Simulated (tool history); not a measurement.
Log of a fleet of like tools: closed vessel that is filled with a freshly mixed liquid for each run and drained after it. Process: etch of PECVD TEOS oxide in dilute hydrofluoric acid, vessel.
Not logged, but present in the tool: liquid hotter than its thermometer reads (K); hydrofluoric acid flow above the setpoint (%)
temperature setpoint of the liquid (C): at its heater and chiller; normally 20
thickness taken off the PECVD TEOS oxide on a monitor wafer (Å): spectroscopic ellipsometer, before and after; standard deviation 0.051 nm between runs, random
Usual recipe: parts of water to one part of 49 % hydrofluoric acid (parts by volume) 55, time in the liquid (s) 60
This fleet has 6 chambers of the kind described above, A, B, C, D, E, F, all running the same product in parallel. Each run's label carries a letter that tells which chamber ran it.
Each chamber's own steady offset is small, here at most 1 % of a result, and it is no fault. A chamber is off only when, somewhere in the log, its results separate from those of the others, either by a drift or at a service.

| run | hour | temperature setpoint of the liquid (C) | parts of water to one part of 49 % hydrofluoric acid (parts by volume) | time in the liquid (s) | hours since the thermometer was replaced | hours since the hydrofluoric acid flow meter was replaced | read-back film thickness of the PECVD TEOS oxide reference wafer, read on the same gauge (nm) | thickness taken off the PECVD TEOS oxide on a monitor wafer (Å) |
|---|---|---|---|---|---|---|---|---|
| 1C | 11.0 | 20 | 55 | 60 | 313.4 | 28.2 | 140.01 | 89.705 |
| 2F | 22.6 | 20 | 55 | 60 | 1501.6 | 423.0 | 140.01 | 90.144 |
| 3D | 28.4 | 20 | 55 | 60 | 472.9 | 502.0 | 139.98 | 88.997 |
| 4B | 39.3 | 20 | 55 | 60 | 724.6 | 1716.8 | 139.97 | 89.734 |
| 5E | 51.1 | 20 | 55 | 60 | 201.1 | 1107.1 | 140.03 | 88.477 |
| 6A | 62.6 | 20 | 55 | 60 | 1696.3 | 409.5 | 140.01 | 91.344 |
| 7B | 68.1 | 20 | 70 | 90 | 753.4 | 1745.6 | 140.06 | 104.770 |
| 8F | 76.6 | 20 | 70 | 90 | 1555.6 | 477.0 | 140.00 | 103.870 |
| 9C | 86.4 | 20 | 70 | 90 | 388.8 | 103.6 | 140.03 | 103.380 |
| 10E | 92.0 | 20 | 70 | 90 | 242.0 | 1148.0 | 140.02 | 104.010 |
| 11A | 102.9 | 20 | 70 | 90 | 1736.6 | 449.8 | 140.00 | 105.380 |
| 12D | 114.1 | 20 | 70 | 90 | 558.6 | 587.7 | 139.99 | 104.060 |
| 13D | 119.8 | 20 | 55 | 60 | 564.3 | 593.4 | 140.00 | 89.785 |
|  | 122.7 | chamber A: thermometer replaced |
| 14B | 128.6 | 20 | 55 | 60 | 813.9 | 1806.1 | 140.00 | 88.838 |
| 15E | 139.5 | 20 | 55 | 60 | 289.5 | 1195.5 | 139.99 | 90.290 |
| 16F | 149.8 | 20 | 55 | 60 | 1628.8 | 550.2 | 140.01 | 89.826 |
| 17C | 161.5 | 20 | 65 | 75 | 463.9 | 178.7 | 140.06 | 93.780 |
| 18A | 167.1 | 20 | 65 | 75 | 44.5 | 514.0 | 140.00 | 94.895 |
| 19B | 178.9 | 20 | 65 | 75 | 864.2 | 1856.4 | 140.03 | 93.902 |
| 20E | 184.8 | 20 | 65 | 75 | 334.8 | 1240.8 | 140.02 | 95.807 |
| 21C | 196.8 | 20 | 65 | 75 | 499.2 | 214.0 | 139.99 | 93.570 |
| 22F | 203.9 | 20 | 65 | 75 | 1682.9 | 604.3 | 139.97 | 93.040 |
| 23A | 214.3 | 20 | 65 | 75 | 91.7 | 561.2 | 140.03 | 94.839 |
| 24D | 225.3 | 20 | 65 | 75 | 669.8 | 698.9 | 140.01 | 94.641 |
| 25E | 232.7 | 20 | 65 | 75 | 382.7 | 1288.7 | 139.99 | 96.814 |
| 26D | 243.4 | 20 | 65 | 75 | 687.9 | 717.0 | 139.98 | 94.267 |
| 27F | 251.8 | 20 | 65 | 75 | 1730.8 | 652.2 | 139.97 | 93.249 |
| 28A | 259.4 | 20 | 65 | 75 | 136.8 | 606.3 | 139.99 | 95.370 |
| 29B | 265.5 | 20 | 35 | 30 | 950.8 | 1943.0 | 140.00 | 72.311 |
| 30C | 273.8 | 20 | 35 | 30 | 576.2 | 291.0 | 139.96 | 73.464 |
| 31D | 281.1 | 20 | 35 | 30 | 725.6 | 754.7 | 140.00 | 72.975 |
| 32B | 291.5 | 20 | 35 | 30 | 976.8 | 1969.0 | 140.07 | 72.248 |
| 33E | 303.1 | 20 | 35 | 30 | 453.1 | 1359.1 | 140.02 | 74.820 |
| 34A | 315.1 | 20 | 35 | 30 | 192.5 | 662.0 | 140.00 | 71.947 |
| 35C | 320.4 | 20 | 55 | 60 | 622.8 | 337.6 | 140.03 | 89.684 |
| 36F | 331.7 | 20 | 55 | 60 | 1810.7 | 732.1 | 139.99 | 89.833 |
| 37F | 340.9 | 20 | 55 | 60 | 1819.9 | 741.3 | 140.00 | 89.743 |
| 38D | 347.9 | 17 | 55 | 90 | 792.4 | 821.5 | 140.02 | 119.470 |

Which is it: a chamber that has drifted or been left off by a service, a gauge drift common to all chambers, or only each chamber's usual small offset? If a chamber is off, name it and its likeliest cause.

Chamber E drifts away from the others.
Likeliest cause: hydrofluoric acid flow above the setpoint (%) = 5.15.
It could be hard to tell apart here from: liquid hotter than its thermometer reads (K).

Chamber E could run next with any of the 4 candidate recipes listed below; each alters the usual settings, and their results appear as question marks. Which one brings its results back in line with what the other chambers deliver on the usual settings?
In-line tolerance around the mean of the other chambers on the usual settings: thickness taken off the PECVD TEOS oxide on a monitor wafer (Å) 1.800
| 39E-1 | 356.5 | 20 | 55 | 65 |  |  |  | ? |
| 39E-2 | 356.5 | 20 | 55 | 55 |  |  |  | ? |
| 39E-3 | 356.5 | 21 | 55 | 60 |  |  |  | ? |
| 39E-4 | 356.5 | 19 | 55 | 60 |  |  |  | ? |

Usual-settings mean across the other chambers: thickness taken off the PECVD TEOS oxide on a monitor wafer (Å) 90.197
| run | thickness taken off the PECVD TEOS oxide on a monitor wafer (Å) |
|---|---|
| 39E-1 | 102.700 |
| 39E-2 | 86.902 |
| 39E-3 | 98.889 |
| 39E-4 | 90.853 |
39E-4 brings the chamber back in line.

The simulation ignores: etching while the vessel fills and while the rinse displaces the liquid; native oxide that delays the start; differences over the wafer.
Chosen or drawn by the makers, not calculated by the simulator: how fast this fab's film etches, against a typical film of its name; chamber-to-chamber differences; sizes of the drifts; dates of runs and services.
